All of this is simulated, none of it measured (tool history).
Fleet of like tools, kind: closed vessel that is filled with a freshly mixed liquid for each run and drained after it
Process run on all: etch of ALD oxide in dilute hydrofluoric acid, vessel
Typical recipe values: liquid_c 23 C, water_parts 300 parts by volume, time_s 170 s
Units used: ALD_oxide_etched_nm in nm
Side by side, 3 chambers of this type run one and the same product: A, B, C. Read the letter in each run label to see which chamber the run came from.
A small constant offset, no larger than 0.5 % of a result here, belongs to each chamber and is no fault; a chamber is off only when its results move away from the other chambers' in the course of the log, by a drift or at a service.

run,hour,liquid_c,water_parts,time_s,"read-back film thickness of the ALD oxide reference wafer, read on the same gauge (nm)",ALD_oxide_etched_nm
1C,2.1,23,300,170,30.056,7.7962
2A,5.7,23,300,170,30.006,7.9797
3B,8.3,23,300,170,30.009,7.8845
4C,12.9,23,300,170,29.986,7.7928
5B,16.3,23,300,170,29.976,7.8225
6A,19.8,23,300,170,29.993,7.8331
7A,22.4,23,300,170,29.985,7.8705
8B,25.4,23,300,170,29.969,7.8463
9C,29.1,23,220,170,29.996,11.564
10A,32.7,23,220,170,30.016,11.846
11C,34.8,23,220,170,29.996,11.508
12B,38.2,23,300,170,29.984,7.8728
13C,42.6,23,300,170,29.988,7.7841
14B,46.4,23,300,170,30.002,7.8651
15A,49.8,26.5,210,170,29.984,14.074
16C,52.7,26.5,210,170,29.983,13.955
17A,55.1,26.5,210,170,30.016,13.777
18B,59.2,23,300,170,30.005,7.7945
19C,63.7,23,300,170,29.99,7.8018
20B,66.7,23,300,170,29.966,7.8548
21A,70.8,23,300,170,29.96,7.9501
22C,73,23,300,170,29.992,7.8085
23A,76.6,23,300,170,30.06,7.8384
24B,81.3,23,300,170,29.986,7.6793
25B,84.2,23,300,170,29.989,7.6734
26A,87.7,26,300,225,29.984,11.369
27C,92.5,26,300,225,30.012,11.532
28A,94.8,26,300,225,30.039,11.471
29B,98.4,23,300,170,29.997,7.6476
30C,102.3,23,300,170,30.02,7.8564
31A,104.6,23,300,170,29.985,7.908
32B,109.1,23,300,170,29.993,7.5203
33C,113,23,300,170,30.002,7.9126
34A,115.8,23,300,170,29.959,7.7263
35C,118.2,23,395,85,30.012,2.7235
36B,120.8,23,395,85,29.987,2.5809
37B,123,23,395,85,30.039,2.5603
38A,126.6,23,300,170,30.01,7.7427
39C,128.7,23,300,125,30.022,5.8378
40B,131.7,23,300,125,29.986,5.347
41A,133.9,23,300,125,30.007,5.8296
42C,136.6,23,300,170,29.983,7.8447
43B,140.5,23,300,170,30.019,7.3372

Has any chamber moved away from the others, gradually or after a service, or does the common gauge drift, or do the chambers differ only by their own small steady offsets? State the chamber and the most likely cause if one applies.

Chamber B drifts away from the others.
Likeliest cause: hydrofluoric acid flow below the setpoint (%) = 6.54.
With only this log, it may be confused with: liquid colder than its thermometer reads (K).

Here are 4 candidates for chamber B's next run, each the usual settings with a change, their results left as question marks. Which one brings its results back in line with what the others give on the usual settings?
In-line tolerance around the mean of the other chambers on the usual settings: ALD_oxide_etched_nm 0.24 nm
44B-1,143.9,23,310,165,,?
44B-2,143.9,23,290,175,,?
44B-3,143.9,23,280,185,,?
44B-4,143.9,18.5,300,170,,?

The mean the other chambers reach with the usual settings: ALD_oxide_etched_nm 7.835 nm
run,ALD_oxide_etched_nm
44B-1,6.7099
44B-2,7.7534
44B-3,8.5712
44B-4,6.1264
The right change is 44B-2: it brings the chamber back within the allowed miss of the others.
